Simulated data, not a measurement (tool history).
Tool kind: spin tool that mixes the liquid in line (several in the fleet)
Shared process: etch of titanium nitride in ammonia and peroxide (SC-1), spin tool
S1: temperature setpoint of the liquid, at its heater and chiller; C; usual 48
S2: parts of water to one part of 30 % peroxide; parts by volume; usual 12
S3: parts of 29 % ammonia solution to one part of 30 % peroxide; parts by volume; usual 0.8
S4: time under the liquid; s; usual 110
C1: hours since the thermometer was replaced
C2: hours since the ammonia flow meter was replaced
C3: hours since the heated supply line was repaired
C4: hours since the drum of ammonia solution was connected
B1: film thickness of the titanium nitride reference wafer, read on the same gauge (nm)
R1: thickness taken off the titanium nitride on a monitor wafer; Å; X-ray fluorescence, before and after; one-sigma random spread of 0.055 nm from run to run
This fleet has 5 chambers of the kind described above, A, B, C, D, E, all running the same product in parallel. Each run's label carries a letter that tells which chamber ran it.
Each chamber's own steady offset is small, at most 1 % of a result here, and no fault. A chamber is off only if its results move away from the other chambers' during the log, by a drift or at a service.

{"run": "1B", "day": 0.338, "S1": 48, "S2": 12, "S3": 0.8, "S4": 110, "C1": 2842.3, "C2": 235.6, "C3": 1064.7, "C4": 173.4, "B1": 130, "R1": 59.336}
{"run": "2A", "day": 0.579, "S1": 48, "S2": 12, "S3": 0.8, "S4": 110, "C1": 264.7, "C2": 165.1, "C3": 530.9, "C4": 150.7, "B1": 130, "R1": 60.003}
{"day": 0.704, "done": "chamber E: ammonia flow meter replaced"}
{"run": "3E", "day": 0.829, "S1": 48, "S2": 12, "S3": 0.8, "S4": 110, "C1": 686.8, "C2": 3.1, "C3": 651.5, "C4": 820.7, "B1": 130, "R1": 59.56}
{"run": "4D", "day": 1.3, "S1": 48, "S2": 12, "S3": 0.8, "S4": 110, "C1": 248, "C2": 310, "C3": 2471, "C4": 491.1, "B1": 130, "R1": 59.014}
{"run": "5C", "day": 1.596, "S1": 48, "S2": 12, "S3": 0.65, "S4": 110, "C1": 413.6, "C2": 914.7, "C3": 4049, "C4": 211.2, "B1": 130.01, "R1": 58.931}
{"run": "6A", "day": 1.888, "S1": 48, "S2": 12, "S3": 0.65, "S4": 110, "C1": 296.1, "C2": 196.5, "C3": 562.3, "C4": 182.1, "B1": 129.99, "R1": 59.253}
{"run": "7B", "day": 2.312, "S1": 48, "S2": 12, "S3": 0.65, "S4": 110, "C1": 2889.7, "C2": 283, "C3": 1112.1, "C4": 220.8, "B1": 130, "R1": 57.647}
{"run": "8C", "day": 2.8, "S1": 48, "S2": 12, "S3": 0.65, "S4": 110, "C1": 442.5, "C2": 943.6, "C3": 4077.9, "C4": 240.1, "B1": 130.02, "R1": 57.874}
{"run": "9D", "day": 3.146, "S1": 48, "S2": 12, "S3": 0.65, "S4": 110, "C1": 292.3, "C2": 354.3, "C3": 2515.3, "C4": 535.4, "B1": 130, "R1": 56.889}
{"day": 3.654, "done": "chamber C: heated supply line repaired"}
{"run": "10E", "day": 3.692, "S1": 48, "S2": 12, "S3": 0.8, "S4": 110, "C1": 755.5, "C2": 71.8, "C3": 720.2, "C4": 889.4, "B1": 130, "R1": 58.307}
{"run": "11C", "day": 4.171, "S1": 51.5, "S2": 7, "S3": 0.8, "S4": 110, "C1": 475.4, "C2": 976.5, "C3": 12.5, "C4": 273, "B1": 130.01, "R1": 102.29}
{"run": "12D", "day": 4.621, "S1": 51.5, "S2": 7, "S3": 0.8, "S4": 110, "C1": 327.7, "C2": 389.7, "C3": 2550.7, "C4": 570.8, "B1": 129.98, "R1": 100.46}
{"run": "13B", "day": 5.146, "S1": 51.5, "S2": 7, "S3": 0.8, "S4": 110, "C1": 2957.7, "C2": 351, "C3": 1180.1, "C4": 288.8, "B1": 130.02, "R1": 100.07}
{"day": 5.288, "done": "chamber D: new drum of ammonia solution connected"}
{"run": "14A", "day": 5.417, "S1": 51.5, "S2": 7, "S3": 0.8, "S4": 110, "C1": 380.8, "C2": 281.2, "C3": 647, "C4": 266.8, "B1": 130, "R1": 99.728}
{"run": "15E", "day": 5.783, "S1": 51.5, "S2": 7, "S3": 0.8, "S4": 110, "C1": 805.7, "C2": 122, "C3": 770.4, "C4": 939.6, "B1": 130, "R1": 97.109}
{"day": 6.004, "done": "chamber B: thermometer replaced"}
{"run": "16D", "day": 6.054, "S1": 48, "S2": 12, "S3": 0.8, "S4": 110, "C1": 362.1, "C2": 424.1, "C3": 2585.1, "C4": 18.5, "B1": 130.02, "R1": 59.498}
{"run": "17A", "day": 6.304, "S1": 48, "S2": 12, "S3": 0.8, "S4": 110, "C1": 402.1, "C2": 302.5, "C3": 668.3, "C4": 288.1, "B1": 129.99, "R1": 60.789}
{"run": "18E", "day": 6.771, "S1": 48, "S2": 12, "S3": 0.8, "S4": 110, "C1": 829.4, "C2": 145.7, "C3": 794.1, "C4": 963.3, "B1": 130.02, "R1": 59.034}
{"run": "19B", "day": 7.138, "S1": 48, "S2": 12, "S3": 0.8, "S4": 110, "C1": 27.2, "C2": 398.8, "C3": 1227.9, "C4": 336.6, "B1": 130, "R1": 60.001}
{"run": "20C", "day": 7.667, "S1": 48, "S2": 12, "S3": 0.8, "S4": 110, "C1": 559.3, "C2": 1060.4, "C3": 96.4, "C4": 356.9, "B1": 129.98, "R1": 63.298}
{"run": "21E", "day": 8.062, "S1": 48, "S2": 12, "S3": 0.8, "S4": 110, "C1": 860.4, "C2": 176.7, "C3": 825.1, "C4": 994.3, "B1": 130.02, "R1": 59.243}
{"day": 8.096, "done": "chamber B: new drum of ammonia solution connected"}
{"day": 8.25, "done": "chamber C: ammonia flow meter replaced"}
{"run": "22C", "day": 8.542, "S1": 48, "S2": 12, "S3": 0.8, "S4": 110, "C1": 580.3, "C2": 7, "C3": 117.4, "C4": 377.9, "B1": 129.98, "R1": 64.925}
{"run": "23B", "day": 8.988, "S1": 48, "S2": 12, "S3": 0.8, "S4": 110, "C1": 71.6, "C2": 443.2, "C3": 1272.3, "C4": 21.4, "B1": 130.01, "R1": 59.316}
{"run": "24D", "day": 9.483, "S1": 48, "S2": 12, "S3": 0.8, "S4": 110, "C1": 444.4, "C2": 506.4, "C3": 2667.4, "C4": 100.8, "B1": 129.99, "R1": 59.785}
{"run": "25A", "day": 9.838, "S1": 48, "S2": 12, "S3": 0.8, "S4": 110, "C1": 486.9, "C2": 387.3, "C3": 753.1, "C4": 372.9, "B1": 129.99, "R1": 59.753}
{"run": "26D", "day": 10.271, "S1": 48, "S2": 12, "S3": 0.8, "S4": 110, "C1": 463.3, "C2": 525.3, "C3": 2686.3, "C4": 119.7, "B1": 130, "R1": 60.982}
{"day": 10.592, "done": "chamber E: new drum of ammonia solution connected"}
{"run": "27B", "day": 10.692, "S1": 48, "S2": 12, "S3": 0.8, "S4": 110, "C1": 112.5, "C2": 484.1, "C3": 1313.2, "C4": 62.3, "B1": 130.01, "R1": 59.611}
{"run": "28E", "day": 11.183, "S1": 48, "S2": 7, "S3": 0.8, "S4": 130, "C1": 935.3, "C2": 251.6, "C3": 900, "C4": 14.2, "B1": 129.99, "R1": 90.145}
{"run": "29C", "day": 11.446, "S1": 48, "S2": 7, "S3": 0.8, "S4": 130, "C1": 650, "C2": 76.7, "C3": 187.1, "C4": 447.6, "B1": 130, "R1": 101.37}
{"day": 11.642, "done": "chamber D: ammonia flow meter replaced"}
{"run": "30A", "day": 11.754, "S1": 48, "S2": 7, "S3": 0.8, "S4": 130, "C1": 532.9, "C2": 433.3, "C3": 799.1, "C4": 418.9, "B1": 129.99, "R1": 91.728}
{"run": "31C", "day": 12.017, "S1": 48, "S2": 7, "S3": 0.8, "S4": 130, "C1": 663.7, "C2": 90.4, "C3": 200.8, "C4": 461.3, "B1": 130, "R1": 100.79}
{"run": "32E", "day": 12.417, "S1": 48, "S2": 7, "S3": 0.8, "S4": 130, "C1": 964.9, "C2": 281.2, "C3": 929.6, "C4": 43.8, "B1": 129.99, "R1": 91.64}
{"run": "33A", "day": 12.812, "S1": 48, "S2": 12, "S3": 0.8, "S4": 110, "C1": 558.3, "C2": 458.7, "C3": 824.5, "C4": 444.3, "B1": 129.99, "R1": 60.005}
{"run": "34D", "day": 13.321, "S1": 48, "S2": 9.5, "S3": 0.45, "S4": 110, "C1": 536.5, "C2": 40.3, "C3": 2759.5, "C4": 192.9, "B1": 129.98, "R1": 61.174}
{"run": "35B", "day": 13.838, "S1": 48, "S2": 9.5, "S3": 0.45, "S4": 110, "C1": 188, "C2": 559.6, "C3": 1388.7, "C4": 137.8, "B1": 130.01, "R1": 60.882}
{"run": "36C", "day": 14.304, "S1": 48, "S2": 9.5, "S3": 0.45, "S4": 110, "C1": 718.6, "C2": 145.3, "C3": 255.7, "C4": 516.2, "B1": 130.01, "R1": 68.899}
{"day": 14.408, "done": "chamber A: new drum of ammonia solution connected"}
{"run": "37B", "day": 14.854, "S1": 48, "S2": 9.5, "S3": 0.45, "S4": 110, "C1": 212.4, "C2": 584, "C3": 1413.1, "C4": 162.2, "B1": 130, "R1": 61.168}
{"run": "38A", "day": 15.379, "S1": 48, "S2": 9.5, "S3": 0.45, "S4": 110, "C1": 619.9, "C2": 520.3, "C3": 886.1, "C4": 23.3, "B1": 130.01, "R1": 61.475}

Decide between three cases: one chamber stands off from its peers, the gauge reading all wafers drifts, or nothing is wrong past each chamber's small offset. Where a chamber is off, say which and what most likely put it there.

Chamber C drifts away from the others.
Most likely cause: liquid hotter than its thermometer reads (K) = 1.81.

Here are 4 candidates for chamber C's next run, each the usual settings with a change, their results left as question marks. Which one brings its results back in line with what the others give on the usual settings?
Counts as in line when no further than this from what the other chambers average on the usual settings: R1 1.9 Å
{"run": "39C-1", "day": 15.779, "S1": 48, "S2": 12.5, "S3": 0.8, "S4": 105, "R1": "?"}
{"run": "39C-2", "day": 15.779, "S1": 47, "S2": 12.5, "S3": 0.8, "S4": 105, "R1": "?"}
{"run": "39C-3", "day": 15.779, "S1": 48.5, "S2": 12, "S3": 0.8, "S4": 115, "R1": "?"}
{"run": "39C-4", "day": 15.779, "S1": 49.5, "S2": 11.5, "S3": 0.8, "S4": 110, "R1": "?"}

The other chambers' mean on the usual settings: R1 59.724 Å
run=39C-1 R1=63.655
run=39C-2 R1=59.395
run=39C-3 R1=73.703
run=39C-4 R1=77.153
It is 39C-2 that realigns the chamber with its peers.
